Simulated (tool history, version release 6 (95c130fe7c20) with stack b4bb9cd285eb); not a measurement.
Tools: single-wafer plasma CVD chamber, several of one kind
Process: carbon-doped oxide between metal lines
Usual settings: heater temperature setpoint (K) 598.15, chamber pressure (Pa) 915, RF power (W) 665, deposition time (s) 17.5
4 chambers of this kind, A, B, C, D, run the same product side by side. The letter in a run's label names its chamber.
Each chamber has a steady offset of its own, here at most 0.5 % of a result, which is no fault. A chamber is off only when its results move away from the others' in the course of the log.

| run | hour | heater temperature setpoint (K) | chamber pressure (Pa) | RF power (W) | deposition time (s) | hours since the last thermocouple change | hours since the last RF generator calibration | hours since the last manometer calibration | read-back reference wafer on the same gauge, thickness_nm | mean film thickness on the monitor wafer (angstrom) |
|---|---|---|---|---|---|---|---|---|---|---|
| 1B | 8.6 | 598.15 | 915 | 665 | 17.5 | 2076.1 | 1853.9 | 2458.3 | 115.04 | 1205.1 |
| 2C | 16.2 | 598.15 | 915 | 665 | 17.5 | 1242.8 | 171.3 | 2767.4 | 114.94 | 1203.4 |
|  | 20.9 | chamber B: RF generator calibrated |
| 3A | 24.8 | 598.15 | 915 | 665 | 17.5 | 181.5 | 754.5 | 652.2 | 114.99 | 1202.4 |
| 4D | 33.0 | 598.15 | 915 | 665 | 17.5 | 1286.4 | 256.4 | 1537.8 | 115.01 | 1203.0 |
| 5A | 41.4 | 598.15 | 915 | 665 | 17.5 | 198.1 | 771.1 | 668.8 | 114.97 | 1197.3 |
| 6C | 46.6 | 598.15 | 716 | 665 | 17.5 | 1273.2 | 201.7 | 2797.8 | 114.99 | 1167.9 |
| 7D | 52.2 | 598.15 | 716 | 665 | 17.5 | 1305.6 | 275.6 | 1557.0 | 115.06 | 1169.4 |
| 8B | 58.4 | 598.15 | 716 | 665 | 17.5 | 2125.9 | 37.6 | 2508.1 | 115.02 | 1169.4 |
|  | 60.4 | chamber C: capacitance manometer re-zeroed and calibrated |
| 9C | 63.0 | 598.15 | 716 | 665 | 17.5 | 1289.6 | 218.1 | 2.6 | 115.05 | 1170.9 |
| 10B | 72.5 | 598.15 | 915 | 665 | 17.5 | 2140.0 | 51.7 | 2522.2 | 115.00 | 1201.4 |
| 11A | 78.7 | 598.15 | 915 | 665 | 17.5 | 235.4 | 808.4 | 706.1 | 115.00 | 1194.2 |
| 12D | 86.2 | 598.15 | 915 | 665 | 17.5 | 1339.6 | 309.6 | 1591.0 | 115.01 | 1205.6 |
| 13A | 93.1 | 598.15 | 915 | 665 | 17.5 | 249.8 | 822.8 | 720.5 | 114.97 | 1194.3 |
| 14B | 102.3 | 598.15 | 915 | 665 | 17.5 | 2169.8 | 81.5 | 2552.0 | 115.05 | 1201.2 |
|  | 104.8 | chamber B: capacitance manometer re-zeroed and calibrated |
| 15D | 107.2 | 598.15 | 915 | 665 | 17.5 | 1360.6 | 330.6 | 1612.0 | 114.95 | 1200.8 |
| 16C | 114.8 | 598.15 | 915 | 665 | 17.5 | 1341.4 | 269.9 | 54.4 | 114.98 | 1205.2 |
| 17B | 120.9 | 598.15 | 915 | 665 | 17.5 | 2188.4 | 100.1 | 16.2 | 115.00 | 1204.6 |
| 18A | 130.0 | 603.15 | 915 | 750 | 17.5 | 286.7 | 859.7 | 757.4 | 114.93 | 1251.7 |
| 19C | 135.8 | 603.15 | 915 | 750 | 17.5 | 1362.4 | 290.9 | 75.4 | 114.98 | 1269.1 |
| 20D | 143.2 | 603.15 | 915 | 750 | 17.5 | 1396.6 | 366.6 | 1648.0 | 115.04 | 1262.0 |
| 21C | 151.1 | 603.15 | 915 | 750 | 17.5 | 1377.7 | 306.2 | 90.7 | 115.05 | 1266.0 |
| 22B | 158.4 | 598.15 | 915 | 665 | 17.5 | 2225.9 | 137.6 | 53.7 | 115.09 | 1201.6 |
| 23D | 164.6 | 598.15 | 915 | 665 | 17.5 | 1418.0 | 388.0 | 1669.4 | 115.07 | 1198.3 |
| 24A | 171.5 | 598.15 | 915 | 665 | 17.5 | 328.2 | 901.2 | 798.9 | 114.91 | 1180.8 |
| 25C | 178.1 | 598.15 | 915 | 665 | 17.5 | 1404.7 | 333.2 | 117.7 | 114.93 | 1202.3 |

Is one chamber off against the others, does the gauge drift, or is nothing wrong? If a chamber is off, say which, and what the likeliest cause is.

Chamber A drifts away from the others.
Cause: delivered RF power below the setpoint (%) = 2.43.
The log may not tell that from: wafer temperature above the value expected at the setpoint (K).

Here are 4 candidates for chamber A's next run, each the usual settings with a change, their results left as question marks. Which one brings its results back in line with what the others give on the usual settings?
In line means no further than this from the other chambers' mean on the usual settings: mean film thickness on the monitor wafer (angstrom) 11.0
| 26A-1 | 185.1 | 597.15 | 915 | 665 | 18.1 |  |  |  |  | ? |
| 26A-2 | 185.1 | 598.15 | 1180 | 665 | 17.5 |  |  |  |  | ? |
| 26A-3 | 185.1 | 598.15 | 744 | 665 | 17.5 |  |  |  |  | ? |
| 26A-4 | 185.1 | 607.15 | 915 | 665 | 17.5 |  |  |  |  | ? |

The other chambers' mean on the usual settings: mean film thickness on the monitor wafer (angstrom) 1204.0
| run | mean film thickness on the monitor wafer (angstrom) |
|---|---|
| 26A-1 | 1229.3 |
| 26A-2 | 1203.8 |
| 26A-3 | 1160.0 |
| 26A-4 | 1148.7 |
26A-2 brings the chamber back in line.

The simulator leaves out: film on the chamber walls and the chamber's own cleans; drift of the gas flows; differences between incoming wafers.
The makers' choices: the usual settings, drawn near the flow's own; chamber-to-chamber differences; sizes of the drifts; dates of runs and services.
